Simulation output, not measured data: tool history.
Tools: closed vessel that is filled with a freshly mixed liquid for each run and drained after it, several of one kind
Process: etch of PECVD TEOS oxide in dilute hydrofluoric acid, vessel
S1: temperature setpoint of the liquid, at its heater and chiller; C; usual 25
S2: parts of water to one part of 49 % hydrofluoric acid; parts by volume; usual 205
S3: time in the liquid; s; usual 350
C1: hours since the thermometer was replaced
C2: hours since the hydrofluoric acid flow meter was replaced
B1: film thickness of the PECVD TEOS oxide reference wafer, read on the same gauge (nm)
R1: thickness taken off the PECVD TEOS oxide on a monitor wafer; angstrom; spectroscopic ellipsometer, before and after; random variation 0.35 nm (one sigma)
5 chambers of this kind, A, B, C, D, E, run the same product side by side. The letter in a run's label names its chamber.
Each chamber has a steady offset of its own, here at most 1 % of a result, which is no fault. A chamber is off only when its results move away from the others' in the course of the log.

run	hour	S1	S2	S3	C1	C2	B1	R1
1A	2.8	25	205	350	2402.3	218.6	130.00	405.87
2B	7.8	25	205	350	1393.0	412.3	130.01	410.16
# hour 8.3: chamber C: hydrofluoric acid flow meter replaced
3D	12.3	25	205	350	1067.1	529.9	130.02	419.59
4C	15.6	25	205	350	1924.2	7.4	130.01	411.64
5E	18.5	25	205	210	698.2	926.1	130.00	248.01
6D	22.6	25	205	210	1077.4	540.2	129.98	248.95
7A	26.9	25	205	210	2426.4	242.7	129.99	250.17
# hour 30.3: chamber B: thermometer replaced
8B	32.2	25	205	210	1.9	436.7	129.99	244.38
9C	35.7	25	205	210	1944.3	27.5	130.00	247.65
10E	38.0	25	205	350	717.7	945.6	129.99	415.53
11C	41.3	25	205	350	1949.9	33.1	130.00	413.55
12A	45.3	25	205	350	2444.8	261.1	130.01	409.51
13B	50.1	25	205	350	19.8	454.6	129.98	403.06
14E	55.3	25	205	350	735.0	962.9	130.00	410.88
15D	57.8	25	205	350	1112.6	575.4	130.02	407.67
16A	62.5	22	285	350	2462.0	278.3	129.99	245.02
17C	65.1	22	285	350	1973.7	56.9	130.02	245.18
18E	68.2	22	285	350	747.9	975.8	129.98	248.79
19B	70.9	22	285	350	40.6	475.4	130.00	233.28
# hour 72.9: chamber A: thermometer replaced
20D	73.8	22	285	350	1128.6	591.4	130.02	244.48
21D	77.7	25	245	285	1132.5	595.3	130.01	270.77
22E	80.0	25	245	285	759.7	987.6	130.01	270.14
23C	82.3	25	245	285	1990.9	74.1	129.99	265.38
24A	85.1	25	245	285	12.2	300.9	130.00	266.74
25B	89.0	25	245	285	58.7	493.5	130.01	250.40
26B	92.0	25	205	350	61.7	496.5	130.01	380.91
27C	97.2	25	205	350	2005.8	89.0	130.01	407.35
28E	101.4	25	205	455	781.1	1009.0	129.99	541.22
29D	103.7	25	205	455	1158.5	621.3	130.01	534.06
30A	107.2	25	205	455	34.3	323.0	130.00	546.77
31D	111.7	25	205	455	1166.5	629.3	129.99	535.95
32A	116.1	25	205	455	43.2	331.9	129.98	545.66
33B	120.9	25	205	350	90.6	525.4	130.01	371.51
34C	124.9	25	205	350	2033.5	116.7	130.01	407.79
35E	128.3	25	205	350	808.0	1035.9	130.02	412.77
36C	131.6	25	205	350	2040.2	123.4	130.00	408.74

Next, every chamber runs the same settings. What will each give?
37A	135.3	25	255	350				?
37B	135.3	25	255	350				?
37C	135.3	25	255	350				?
37D	135.3	25	255	350				?
37E	135.3	25	255	350				?

run	R1
37A	320.31
37B	280.62
37C	315.02
37D	315.99
37E	317.31
